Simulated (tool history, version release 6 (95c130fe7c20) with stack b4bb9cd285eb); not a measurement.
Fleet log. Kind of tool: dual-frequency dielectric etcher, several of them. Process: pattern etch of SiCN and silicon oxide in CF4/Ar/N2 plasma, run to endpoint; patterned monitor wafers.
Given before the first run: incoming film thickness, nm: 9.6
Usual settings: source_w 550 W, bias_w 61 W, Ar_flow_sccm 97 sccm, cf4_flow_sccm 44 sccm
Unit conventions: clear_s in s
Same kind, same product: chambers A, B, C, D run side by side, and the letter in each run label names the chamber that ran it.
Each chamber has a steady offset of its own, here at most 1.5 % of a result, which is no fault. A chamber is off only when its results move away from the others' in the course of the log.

run   hour  source_w  bias_w  Ar_flow_sccm  cf4_flow_sccm  hours since the last wet clean  hours since the last source power generator calibration  hours since the last bias power generator calibration  hours since the last Ar flow controller change  hours since the last CF4 flow controller change  clear_s
 1D    6.4       550      61            97             44                            50.2                                                   1028.9                                                 4699.6                                          1821.0                                             10.9   10.646
 2B   12.0       550      61            97             44                           275.5                                                    760.9                                                  502.8                                          4812.9                                            835.7   10.544
 3C   15.9       550      61            97             44                           383.2                                                   1167.3                                                 2963.4                                           238.2                                           2204.0   10.586
 4A   22.1       550      61            97             44                            26.4                                                   2378.0                                                  424.8                                           220.7                                            706.1   10.503
      24.5  -- chamber C: CF4 flow controller replaced
 5C   29.4       550      61            97             44                           396.7                                                   1180.8                                                 2976.9                                           251.7                                              4.9   10.620
      31.2  -- chamber C: wet clean of the chamber
 6B   33.9       550      61            97             44                           297.4                                                    782.8                                                  524.7                                          4834.8                                            857.6   10.549
 7D   38.8       550      61            97             44                            82.6                                                   1061.3                                                 4732.0                                          1853.4                                             43.3   10.726
 8A   44.1       550      61            97             44                            48.4                                                   2400.0                                                  446.8                                           242.7                                            728.1   10.559
 9C   49.4       550      61            97             44                            18.2                                                   1200.8                                                 2996.9                                           271.7                                             24.9   10.635
10D   54.5       550      61            97             44                            98.3                                                   1077.0                                                 4747.7                                          1869.1                                             59.0   10.619
11B   61.5       550      61            97             44                           325.0                                                    810.4                                                  552.3                                          4862.4                                            885.2   10.510
12A   66.6       550      61            97             44                            70.9                                                   2422.5                                                  469.3                                           265.2                                            750.6   10.457
13D   74.6       550      61            97             44                           118.4                                                   1097.1                                                 4767.8                                          1889.2                                             79.1   10.594
14B   81.3       550      61            97             44                           344.8                                                    830.2                                                  572.1                                          4882.2                                            905.0   10.500
15C   86.7       550      61            97             44                            55.5                                                   1238.1                                                 3034.2                                           309.0                                             62.2   10.666
16A   90.8       550      61            97             44                            95.1                                                   2446.7                                                  493.5                                           289.4                                            774.8   10.523
17B   95.6       550      61            97             44                           359.1                                                    844.5                                                  586.4                                          4896.5                                            919.3   10.441
18C  103.1       550      61            97             44                            71.9                                                   1254.5                                                 3050.6                                           325.4                                             78.6   10.682
19D  111.3       550      61            97             44                           155.1                                                   1133.8                                                 4804.5                                          1925.9                                            115.8   10.637
20A  117.8       550      61            97             44                           122.1                                                   2473.7                                                  520.5                                           316.4                                            801.8   10.502
21B  125.1       550      61            97             44                           388.6                                                    874.0                                                  615.9                                          4926.0                                            948.8   10.330
22A  132.1       550      61            97             44                           136.4                                                   2488.0                                                  534.8                                           330.7                                            816.1   10.406
     132.9  -- chamber B: Ar flow controller replaced
23D  135.9       550      61            97             44                           179.7                                                   1158.4                                                 4829.1                                          1950.5                                            140.4   10.669
24C  143.3       550      61            97             44                           112.1                                                   1294.7                                                 3090.8                                           365.6                                            118.8   10.622
25C  151.5       550      61            97             44                           120.3                                                   1302.9                                                 3099.0                                           373.8                                            127.0   10.575
26B  159.3       550      61            97             44                           422.8                                                    908.2                                                  650.1                                            26.5                                            983.0   10.385
27D  167.3       550      61            97             44                           211.1                                                   1189.8                                                 4860.5                                          1981.9                                            171.8   10.644
28A  175.9       550      61            97             44                           180.2                                                   2531.8                                                  578.6                                           374.5                                            859.9   10.535

Predict what each chamber gives when all 4 of them run the settings below next.
29A  182.3       550      61            97             44                                                                                                                                                                                                                                                         ?
29B  182.3       550      61            97             44                                                                                                                                                                                                                                                         ?
29C  182.3       550      61            97             44                                                                                                                                                                                                                                                         ?
29D  182.3       550      61            97             44                                                                                                                                                                                                                                                         ?

run  clear_s
29A   10.437
29B   10.216
29C   10.622
29D   10.749
